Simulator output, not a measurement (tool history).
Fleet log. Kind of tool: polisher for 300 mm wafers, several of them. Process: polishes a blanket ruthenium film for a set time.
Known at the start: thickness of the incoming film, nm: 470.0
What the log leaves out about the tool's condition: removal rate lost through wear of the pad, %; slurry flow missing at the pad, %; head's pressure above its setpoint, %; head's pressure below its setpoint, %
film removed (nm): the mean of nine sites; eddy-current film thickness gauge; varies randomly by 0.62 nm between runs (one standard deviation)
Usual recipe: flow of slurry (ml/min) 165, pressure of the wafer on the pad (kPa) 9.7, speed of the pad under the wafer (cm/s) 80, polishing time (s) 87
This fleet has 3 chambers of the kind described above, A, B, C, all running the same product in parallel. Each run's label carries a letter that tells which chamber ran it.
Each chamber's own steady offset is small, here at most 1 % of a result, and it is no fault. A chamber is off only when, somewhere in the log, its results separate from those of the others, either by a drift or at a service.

run   hour  flow of slurry (ml/min)  pressure of the wafer on the pad (kPa)  speed of the pad under the wafer (cm/s)  polishing time (s)  wafers polished on this pad  hours since the slurry nozzle was cleaned  hours since the head pressure was calibrated  film removed (nm)
 1C    6.9                      165                                     9.7                                       80                  87                          308                                       54.3                                         461.3             58.810
 2A   13.3                      165                                     9.7                                       80                  87                          407                                      138.0                                         105.6             60.040
 3B   19.8                      165                                     9.7                                       80                  87                          699                                       63.8                                        1005.5             59.578
 4A   28.0                      165                                     9.7                                       80                  87                          565                                      152.7                                         120.3             59.315
      32.6  -- chamber A: worn pad replaced by a new one
 5C   34.9                      165                                     9.7                                       80                  87                          610                                       82.3                                         489.3             58.191
 6B   38.6                      165                                     9.7                                       80                  87                          901                                       82.6                                        1024.3             58.128
 7C   42.1                      165                                     9.7                                       66                  74                          687                                       89.5                                         496.5             41.316
 8B   48.8                      165                                     9.7                                       66                  74                         1011                                       92.8                                        1034.5             41.239
      51.6  -- chamber B: worn pad replaced by a new one
 9A   53.9                      165                                     9.7                                       66                  74                          229                                      178.6                                         146.2             41.910
10B   58.5                      165                                     9.7                                       80                  87                           75                                      102.5                                        1044.2             59.949
11C   64.0                      110                                     8.3                                       80                  87                          923                                      111.4                                         518.4             45.647
      67.0  -- chamber C: worn pad replaced by a new one
12A   69.3                      110                                     8.3                                       80                  87                          395                                      194.0                                         161.6             47.335
13A   73.0                      110                                     8.3                                       80                  87                          435                                      197.7                                         165.3             47.132
14B   77.7                      165                                     9.7                                       80                  75                          281                                      121.7                                        1063.4             50.599
15C   83.9                      165                                     9.7                                       80                  75                          182                                      131.3                                         538.3             50.110
16C   90.6                      165                                     9.7                                       80                  75                          254                                      138.0                                         545.0             50.187
17A   97.3                      165                                     9.7                                       80                  87                          697                                      222.0                                         189.6             59.625
     101.1  -- chamber A: worn pad replaced by a new one
18B  102.7                      165                                     9.7                                       80                  87                          551                                      146.7                                        1088.4             59.517
19B  108.8                      165                                     9.7                                       80                  87                          617                                      152.8                                        1094.5             60.197
20C  113.4                      165                                     9.7                                       80                  87                          500                                      160.8                                         567.8             57.956
21A  118.0                      165                                     9.7                                       80                  87                          182                                      242.7                                         210.3             60.006
22C  124.2                      165                                     9.7                                       80                  87                          616                                      171.6                                         578.6             57.528
23A  128.5                      165                                     9.7                                       80                  87                          295                                      253.2                                         220.8             59.842
24B  133.9                      165                                     9.7                                       80                  87                          887                                      177.9                                        1119.6             58.493
25A  141.7                      165                                     9.7                                      100                  76                          437                                      266.4                                         234.0             65.619
     145.0  -- chamber C: worn pad replaced by a new one
26B  148.3                      165                                     9.7                                      100                  76                         1042                                      192.3                                        1134.0             63.904
     150.1  -- chamber B: worn pad replaced by a new one
27C  153.0                      165                                     9.7                                      100                  76                           87                                      200.4                                         607.4             63.907
28A  157.1                      165                                     9.7                                       80                  87                          603                                      281.8                                         249.4             58.938
     159.5  -- chamber A: worn pad replaced by a new one
29B  163.0                      165                                     9.7                                       80                  87                          139                                      207.0                                        1148.7             59.660
30C  169.8                      165                                    11.7                                       80                  60                          268                                      217.2                                         624.2             49.385
31B  175.2                      165                                    11.7                                       80                  60                          270                                      219.2                                        1160.9             49.754
32A  181.2                      165                                    11.7                                       80                  60                          233                                      305.9                                         273.5             50.378
     186.6  -- chamber A: head pressure recalibrated
33C  186.7                      165                                     9.7                                       80                  87                          450                                      234.1                                         641.1             59.071
34C  191.3                      165                                     9.7                                       80                  87                          499                                      238.7                                         645.7             58.816
     197.0  -- chamber C: head pressure recalibrated
35A  199.1                      165                                     9.7                                       80                  87                          426                                      323.8                                          12.5             60.379
36B  202.9                      165                                     9.7                                       80                  87                          569                                      246.9                                        1188.6             58.167
37B  210.5                      165                                     9.7                                       80                  87                          650                                      254.5                                        1196.2             58.870
     218.0  -- chamber A: worn pad replaced by a new one
38C  218.1                      165                                     9.7                                       80                  87                          788                                      265.5                                          21.1             58.168
39A  222.5                      165                                     8.3                                       80                  87                           48                                      347.2                                          35.9             50.603
40C  226.6                      165                                     8.3                                       80                  87                          880                                      274.0                                          29.6             50.490
41A  230.4                      165                                     8.3                                       80                  87                          133                                      355.1                                          43.8             50.282

Is one chamber out of step, is the gauge drifting, or do the chambers differ by no more than their own small offsets? For an off chamber, give its letter and the likeliest cause.

All chambers stay in line apart from their small fixed offsets, and the gauge does not drift.
